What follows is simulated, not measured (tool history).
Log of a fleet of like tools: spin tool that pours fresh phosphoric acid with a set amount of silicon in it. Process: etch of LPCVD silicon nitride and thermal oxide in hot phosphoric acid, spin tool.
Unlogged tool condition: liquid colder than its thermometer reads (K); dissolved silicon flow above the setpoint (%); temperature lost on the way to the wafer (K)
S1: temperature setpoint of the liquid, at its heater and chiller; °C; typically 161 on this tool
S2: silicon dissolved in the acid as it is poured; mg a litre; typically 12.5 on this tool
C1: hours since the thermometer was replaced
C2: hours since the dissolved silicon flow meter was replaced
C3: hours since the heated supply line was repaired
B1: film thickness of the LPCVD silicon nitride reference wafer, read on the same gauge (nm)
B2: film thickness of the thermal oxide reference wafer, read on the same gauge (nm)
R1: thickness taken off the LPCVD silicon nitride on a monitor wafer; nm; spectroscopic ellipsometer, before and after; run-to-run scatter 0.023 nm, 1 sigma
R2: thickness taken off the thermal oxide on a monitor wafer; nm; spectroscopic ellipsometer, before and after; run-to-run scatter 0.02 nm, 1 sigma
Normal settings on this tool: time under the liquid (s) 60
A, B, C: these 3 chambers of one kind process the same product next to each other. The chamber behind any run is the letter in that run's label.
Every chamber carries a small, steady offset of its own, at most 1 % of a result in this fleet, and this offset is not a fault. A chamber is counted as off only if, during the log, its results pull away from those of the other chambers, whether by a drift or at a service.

Run 1B, hour 10.4: usual settings; C1 2555.6; C2 1028.9; C3 2320.3; B1 29.967; B2 60.028. Result: R1 5.8565 nm, R2 0.1041 nm.
At hour 16.6: chamber B: dissolved silicon flow meter replaced.
Run 2C, hour 22.4: usual settings; C1 367.4; C2 767.9; C3 127.2; B1 29.968; B2 59.99. Result: R1 5.8528 nm, R2 0.15784 nm.
Run 3A, hour 30.2: usual settings; C1 1696.4; C2 729.8; C3 276.2; B1 29.986; B2 59.992. Result: R1 5.7868 nm, R2 0.14346 nm.
At hour 35.1: chamber B: thermometer replaced.
Run 4A, hour 42.4: usual settings; C1 1708.6; C2 742; C3 288.4; B1 29.952; B2 59.991. Result: R1 5.791 nm, R2 0.14089 nm.
Run 5C, hour 53.2: usual settings but time under the liquid (s) 50; C1 398.2; C2 798.7; C3 158; B1 30.001; B2 59.992. Result: R1 4.8545 nm, R2 0.10933 nm.
Run 6B, hour 61.7: usual settings but time under the liquid (s) 50; C1 26.6; C2 45.1; C3 2371.6; B1 29.998; B2 60.005. Result: R1 4.866 nm, R2 0.10775 nm.
Run 7A, hour 69.7: usual settings but time under the liquid (s) 50; C1 1735.9; C2 769.3; C3 315.7; B1 29.996; B2 59.987. Result: R1 4.8684 nm, R2 0.10553 nm.
Run 8C, hour 77.6: usual settings; C1 422.6; C2 823.1; C3 182.4; B1 30.003; B2 59.965. Result: R1 5.8314 nm, R2 0.15818 nm.
Run 9B, hour 86.9: usual settings; C1 51.8; C2 70.3; C3 2396.8; B1 30.002; B2 60.006. Result: R1 5.8512 nm, R2 0.13241 nm.
Run 10B, hour 99.5: usual settings; C1 64.4; C2 82.9; C3 2409.4; B1 29.972; B2 59.998. Result: R1 5.8499 nm, R2 0.13432 nm.
Run 11A, hour 107.3: usual settings but S2 6.5 mg a litre, time under the liquid (s) 90; C1 1773.5; C2 806.9; C3 353.3; B1 29.994; B2 60.001. Result: R1 8.7116 nm, R2 0.21442 nm.
Run 12C, hour 114.2: usual settings but S2 6.5 mg a litre, time under the liquid (s) 90; C1 459.2; C2 859.7; C3 219; B1 30.012; B2 59.991. Result: R1 8.7289 nm, R2 0.28653 nm.
Run 13B, hour 121.7: usual settings but S2 6.5 mg a litre, time under the liquid (s) 90; C1 86.6; C2 105.1; C3 2431.6; B1 30.004; B2 59.984. Result: R1 8.8044 nm, R2 0.19542 nm.
Run 14A, hour 129.6: usual settings; C1 1795.8; C2 829.2; C3 375.6; B1 30.003; B2 59.977. Result: R1 5.818 nm, R2 0.15596 nm.
Run 15C, hour 140.5: usual settings; C1 485.5; C2 886; C3 245.3; B1 30.014; B2 60.021. Result: R1 5.8206 nm, R2 0.15967 nm.
Run 16A, hour 149.8: usual settings; C1 1816; C2 849.4; C3 395.8; B1 30.015; B2 60.023. Result: R1 5.8185 nm, R2 0.1181 nm.
Run 17B, hour 162: usual settings; C1 126.9; C2 145.4; C3 2471.9; B1 29.985; B2 59.992. Result: R1 5.8375 nm, R2 0.14068 nm.
Run 18C, hour 172.4: usual settings; C1 517.4; C2 917.9; C3 277.2; B1 29.993; B2 59.994. Result: R1 5.85 nm, R2 0.094529 nm.
Run 19C, hour 181.6: usual settings; C1 526.6; C2 927.1; C3 286.4; B1 30; B2 59.995. Result: R1 5.8773 nm, R2 0.16786 nm.
Run 20A, hour 191.2: usual settings but S1 160 °C, S2 7 mg a litre; C1 1857.4; C2 890.8; C3 437.2; B1 29.984; B2 59.981. Result: R1 5.6153 nm, R2 0.13661 nm.
Run 21B, hour 201.8: usual settings but S1 160 °C, S2 7 mg a litre; C1 166.7; C2 185.2; C3 2511.7; B1 30.033; B2 60.001. Result: R1 5.6628 nm, R2 0.14786 nm.
Run 22C, hour 209.7: usual settings but S1 160 °C, S2 7 mg a litre; C1 554.7; C2 955.2; C3 314.5; B1 30.012; B2 60.037. Result: R1 5.6454 nm, R2 0.10954 nm.
Run 23A, hour 220.5: usual settings but S1 164 °C, time under the liquid (s) 70; C1 1886.7; C2 920.1; C3 466.5; B1 30.01; B2 60.012. Result: R1 7.4422 nm, R2 0.20905 nm.
Run 24B, hour 228.3: usual settings but S1 164 °C, time under the liquid (s) 70; C1 193.2; C2 211.7; C3 2538.2; B1 30.021; B2 60.001. Result: R1 7.5583 nm, R2 0.19573 nm.
Run 25B, hour 237.3: usual settings but S1 164 °C, time under the liquid (s) 70; C1 202.2; C2 220.7; C3 2547.2; B1 29.998; B2 60.037. Result: R1 7.5112 nm, R2 0.23092 nm.
Run 26C, hour 249.8: usual settings but time under the liquid (s) 40; C1 594.8; C2 995.3; C3 354.6; B1 29.987; B2 59.989. Result: R1 3.9098 nm, R2 0.078917 nm.
Run 27A, hour 262.1: usual settings but time under the liquid (s) 40; C1 1928.3; C2 961.7; C3 508.1; B1 30.021; B2 60.022. Result: R1 3.8496 nm, R2 0.10298 nm.
Run 28A, hour 273.8: usual settings but time under the liquid (s) 40; C1 1940; C2 973.4; C3 519.8; B1 29.962; B2 59.975. Result: R1 3.8664 nm, R2 0.090736 nm.
Run 29B, hour 280.9: usual settings; C1 245.8; C2 264.3; C3 2590.8; B1 30.014; B2 60.017. Result: R1 5.8805 nm, R2 0.13691 nm.
At hour 288.3: chamber A: thermometer replaced.
Run 30C, hour 288.8: usual settings; C1 633.8; C2 1034.3; C3 393.6; B1 29.996; B2 59.996. Result: R1 5.8609 nm, R2 0.13489 nm.
At hour 295.2: chamber C: thermometer replaced.
Run 31A, hour 296.8: usual settings; C1 8.5; C2 996.4; C3 542.8; B1 30.038; B2 60.012. Result: R1 5.8191 nm, R2 0.1486 nm.
Run 32B, hour 303.4: usual settings; C1 268.3; C2 286.8; C3 2613.3; B1 29.983; B2 59.968. Result: R1 5.8716 nm, R2 0.16596 nm.
Run 33C, hour 313.5: usual settings; C1 18.3; C2 1059; C3 418.3; B1 29.951; B2 60.009. Result: R1 5.8907 nm, R2 0.1632 nm.
Run 34B, hour 324: usual settings; C1 288.9; C2 307.4; C3 2633.9; B1 29.976; B2 59.976. Result: R1 5.8491 nm, R2 0.11451 nm.
Run 35C, hour 336.2: usual settings; C1 41; C2 1081.7; C3 441; B1 30.024; B2 59.98. Result: R1 5.8711 nm, R2 0.11601 nm.

All 3 chambers run these settings next. Forecast each chamber's results:
Run 36A, hour 345.3: usual settings but S1 163.5 °C. Result: R1 ?, R2 ?.
Run 36B, hour 345.3: usual settings but S1 163.5 °C. Result: R1 ?, R2 ?.
Run 36C, hour 345.3: usual settings but S1 163.5 °C. Result: R1 ?, R2 ?.

run      R1       R2
36A  6.2844    0.189
36B  6.3506   0.1523
36C  6.3594  0.16102
